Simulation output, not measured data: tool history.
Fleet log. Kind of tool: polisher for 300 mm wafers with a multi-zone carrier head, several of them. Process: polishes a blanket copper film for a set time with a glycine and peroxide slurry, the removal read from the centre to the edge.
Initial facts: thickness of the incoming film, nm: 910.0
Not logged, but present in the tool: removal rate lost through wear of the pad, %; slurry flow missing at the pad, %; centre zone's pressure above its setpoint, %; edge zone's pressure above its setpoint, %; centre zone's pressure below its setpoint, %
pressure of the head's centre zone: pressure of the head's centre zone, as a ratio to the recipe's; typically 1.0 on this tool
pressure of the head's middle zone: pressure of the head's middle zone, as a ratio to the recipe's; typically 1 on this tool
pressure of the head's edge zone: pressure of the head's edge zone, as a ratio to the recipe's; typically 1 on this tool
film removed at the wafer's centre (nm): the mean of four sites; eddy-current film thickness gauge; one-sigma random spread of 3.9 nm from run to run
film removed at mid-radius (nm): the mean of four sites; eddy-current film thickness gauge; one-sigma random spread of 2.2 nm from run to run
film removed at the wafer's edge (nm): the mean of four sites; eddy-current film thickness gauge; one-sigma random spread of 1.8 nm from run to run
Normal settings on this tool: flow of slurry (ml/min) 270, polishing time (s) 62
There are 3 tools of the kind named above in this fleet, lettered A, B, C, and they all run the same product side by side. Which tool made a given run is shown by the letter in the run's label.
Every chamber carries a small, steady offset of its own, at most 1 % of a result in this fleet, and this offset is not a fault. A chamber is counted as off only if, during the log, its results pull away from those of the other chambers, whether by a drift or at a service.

run,hour,flow of slurry (ml/min),pressure of the head's centre zone,pressure of the head's middle zone,pressure of the head's edge zone,polishing time (s),wafers polished on this pad,hours since the slurry nozzle was cleaned,hours since the centre zone pressure was calibrated,hours since the edge zone pressure was calibrated,film removed at the wafer's centre (nm),film removed at mid-radius (nm),film removed at the wafer's edge (nm)
1A,7.3,270,1.0,1,1,62,691,8.1,414.7,341.7,277.62,275.93,274.76
2C,16.5,270,1.0,1,1,62,719,591.9,907.5,595.7,278.69,273.85,281.00
3B,24.7,270,1.0,1,1,62,364,382.7,345.0,486.1,273.85,275.88,275.31
# hour 29.6: chamber A: worn pad replaced by a new one
4B,30.8,270,1.0,1,1,62,430,388.8,351.1,492.2,274.68,272.61,278.83
5A,37.4,270,1.0,1,1,62,85,38.2,444.8,371.8,276.96,276.35,274.74
6C,42.5,270,1.0,1,1,62,1000,617.9,933.5,621.7,267.39,274.88,275.43
7C,52.6,270,1.0,1,1,62,1110,628.0,943.6,631.8,279.38,275.39,274.93
8B,61.6,270,1.0,1,1,62,763,419.6,381.9,523.0,276.83,273.22,275.45
9A,71.5,270,1.0,1,1,62,454,72.3,478.9,405.9,282.55,277.45,277.12
10A,78.0,235,1.0,1,1,62,525,78.8,485.4,412.4,266.98,270.62,271.83
# hour 82.5: chamber B: worn pad replaced by a new one
# hour 83.9: chamber B: slurry nozzle cleaned
11C,87.3,235,1.0,1,1,62,1485,662.7,978.3,666.5,269.08,263.56,265.19
12B,95.6,235,1.0,1,1,62,142,11.7,415.9,557.0,273.90,271.09,274.70
13A,103.3,270,1.0,1,1,62,798,104.1,510.7,437.7,282.78,275.56,276.72
14C,111.7,270,1.0,1,1,62,1749,687.1,1002.7,690.9,268.37,265.66,270.33
# hour 116.6: chamber A: worn pad replaced by a new one
15B,118.1,270,1.0,1,1,62,386,34.2,438.4,579.5,272.23,275.50,275.61
16A,124.0,270,1.0,1,1,62,80,124.8,531.4,458.4,276.61,279.08,272.54
17C,129.3,270,1.0,1,1,62,1940,704.7,1020.3,708.5,261.81,260.99,264.67
18B,135.8,270,1.0,1,1,62,577,51.9,456.1,597.2,277.19,275.34,275.87
19A,141.0,270,1.0,1,1,62,264,141.8,548.4,475.4,280.89,275.87,274.07
20C,146.9,270,1.0,1,1,62,2130,722.3,1037.9,726.1,264.44,264.40,263.27
# hour 148.6: chamber C: slurry nozzle cleaned
21B,153.2,270,1.0,1,1,62,766,69.3,473.5,614.6,270.34,275.85,278.51
22C,162.0,270,1.0,1,1,62,2294,13.5,1053.0,741.2,259.62,258.87,260.89
23B,171.1,270,0.9,1,1,62,960,87.2,491.4,632.5,247.05,276.51,274.42
# hour 171.6: chamber B: worn pad replaced by a new one
24A,178.5,270,0.9,1,1,62,670,179.3,585.9,512.9,249.02,277.55,278.55
# hour 180.2: chamber B: edge zone pressure recalibrated
25B,183.6,270,0.9,1,1,62,130,99.7,503.9,3.4,245.04,274.43,277.27

All chambers now run identical settings, listed one chamber a line with results as question marks. What results will each chamber show?
26A,190.9,270,1.0,1,1,62,,,,,?,?,?
26B,190.9,270,1.0,1,1,62,,,,,?,?,?
26C,190.9,270,1.0,1,1,62,,,,,?,?,?

run,film removed at the wafer's centre (nm),film removed at mid-radius (nm),film removed at the wafer's edge (nm)
26A,279.81,276.02,274.14
26B,279.40,274.04,273.55
26C,258.00,258.17,259.48

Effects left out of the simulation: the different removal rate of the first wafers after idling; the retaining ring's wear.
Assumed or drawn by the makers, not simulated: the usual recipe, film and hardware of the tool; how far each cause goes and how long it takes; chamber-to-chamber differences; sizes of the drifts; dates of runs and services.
